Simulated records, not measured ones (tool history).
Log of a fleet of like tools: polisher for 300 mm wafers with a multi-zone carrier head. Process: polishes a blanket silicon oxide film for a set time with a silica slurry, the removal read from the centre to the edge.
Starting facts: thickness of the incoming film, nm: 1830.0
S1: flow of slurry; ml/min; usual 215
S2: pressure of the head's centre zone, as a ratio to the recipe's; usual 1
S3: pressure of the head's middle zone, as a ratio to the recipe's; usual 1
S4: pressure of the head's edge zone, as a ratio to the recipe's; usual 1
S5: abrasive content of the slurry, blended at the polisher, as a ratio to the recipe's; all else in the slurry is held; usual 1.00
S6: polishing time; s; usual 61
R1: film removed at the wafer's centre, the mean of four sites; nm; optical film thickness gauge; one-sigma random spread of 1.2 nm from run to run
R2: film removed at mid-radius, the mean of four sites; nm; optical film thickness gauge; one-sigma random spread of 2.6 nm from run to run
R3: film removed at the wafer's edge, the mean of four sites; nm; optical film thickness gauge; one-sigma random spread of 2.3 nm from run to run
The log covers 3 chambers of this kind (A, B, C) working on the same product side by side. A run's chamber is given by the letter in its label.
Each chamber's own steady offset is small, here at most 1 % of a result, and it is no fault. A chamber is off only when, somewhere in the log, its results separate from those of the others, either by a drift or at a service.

Run 1B, hour 2.6: usual settings. Result: R1 194.36 nm, R2 201.65 nm, R3 193.23 nm.
Run 2C, hour 7.7: usual settings. Result: R1 199.14 nm, R2 197.61 nm, R3 195.94 nm.
Run 3A, hour 11.5: usual settings. Result: R1 195.86 nm, R2 193.18 nm, R3 193.51 nm.
Run 4A, hour 14.1: usual settings. Result: R1 194.23 nm, R2 194.42 nm, R3 198.75 nm.
Run 5B, hour 17.0: usual settings. Result: R1 194.37 nm, R2 195.77 nm, R3 198.53 nm.
Run 6C, hour 20.3: usual settings. Result: R1 197.98 nm, R2 191.16 nm, R3 200.31 nm.
Run 7B, hour 23.0: usual settings. Result: R1 193.15 nm, R2 198.23 nm, R3 198.60 nm.
Run 8C, hour 25.8: usual settings. Result: R1 195.86 nm, R2 190.75 nm, R3 193.62 nm.
Run 9A, hour 30.5: usual settings. Result: R1 191.90 nm, R2 198.02 nm, R3 192.63 nm.
Run 10A, hour 33.1: usual settings. Result: R1 193.29 nm, R2 200.36 nm, R3 196.92 nm.
Run 11B, hour 37.1: usual settings. Result: R1 191.70 nm, R2 197.85 nm, R3 195.06 nm.
Run 12C, hour 41.2: usual settings. Result: R1 196.23 nm, R2 195.63 nm, R3 192.88 nm.
At hour 43.5: chamber B: edge zone pressure recalibrated.
Run 13C, hour 46.3: usual settings. Result: R1 191.19 nm, R2 193.34 nm, R3 193.18 nm.
At hour 47.0: chamber C: worn pad replaced by a new one.
Run 14B, hour 49.8: usual settings. Result: R1 192.14 nm, R2 199.62 nm, R3 197.51 nm.
Run 15A, hour 53.1: usual settings but S1 180 ml/min, S6 80 s. Result: R1 247.05 nm, R2 248.03 nm, R3 257.41 nm.
Run 16B, hour 56.6: usual settings but S1 180 ml/min, S6 80 s. Result: R1 248.40 nm, R2 255.52 nm, R3 254.45 nm.
Run 17C, hour 59.4: usual settings but S1 180 ml/min, S6 80 s. Result: R1 241.63 nm, R2 241.53 nm, R3 247.31 nm.
Run 18A, hour 62.0: usual settings. Result: R1 194.61 nm, R2 192.50 nm, R3 195.48 nm.
Run 19B, hour 65.0: usual settings. Result: R1 194.13 nm, R2 197.54 nm, R3 198.60 nm.
At hour 66.7: chamber A: slurry nozzle cleaned.
Run 20C, hour 68.5: usual settings. Result: R1 191.44 nm, R2 190.47 nm, R3 188.52 nm.
Run 21A, hour 73.8: usual settings. Result: R1 195.89 nm, R2 198.03 nm, R3 198.21 nm.
At hour 74.1: chamber B: worn pad replaced by a new one.
Run 22C, hour 77.8: usual settings. Result: R1 187.81 nm, R2 188.05 nm, R3 187.99 nm.
Run 23B, hour 80.3: usual settings. Result: R1 193.10 nm, R2 194.03 nm, R3 197.00 nm.
Run 24A, hour 84.6: usual settings. Result: R1 192.11 nm, R2 198.45 nm, R3 196.89 nm.
Run 25B, hour 88.7: usual settings. Result: R1 193.91 nm, R2 196.76 nm, R3 199.39 nm.
Run 26A, hour 93.5: usual settings. Result: R1 195.32 nm, R2 192.77 nm, R3 202.50 nm.
Run 27C, hour 98.3: usual settings. Result: R1 184.67 nm, R2 191.44 nm, R3 186.55 nm.
Run 28B, hour 102.8: usual settings. Result: R1 195.11 nm, R2 198.72 nm, R3 199.36 nm.
Run 29C, hour 105.4: usual settings. Result: R1 185.06 nm, R2 188.21 nm, R3 185.72 nm.

The same settings go to every chamber for the next run, one line per chamber below. Forecast the results for each:
Run 30A, hour 109.2: usual settings but S5 0.85. Result: R1 ?, R2 ?, R3 ?.
Run 30B, hour 109.2: usual settings but S5 0.85. Result: R1 ?, R2 ?, R3 ?.
Run 30C, hour 109.2: usual settings but S5 0.85. Result: R1 ?, R2 ?, R3 ?.

run      R1      R2      R3
30A  181.66  175.20  186.93
30B  177.30  180.96  183.80
30C  172.43  174.30  171.71

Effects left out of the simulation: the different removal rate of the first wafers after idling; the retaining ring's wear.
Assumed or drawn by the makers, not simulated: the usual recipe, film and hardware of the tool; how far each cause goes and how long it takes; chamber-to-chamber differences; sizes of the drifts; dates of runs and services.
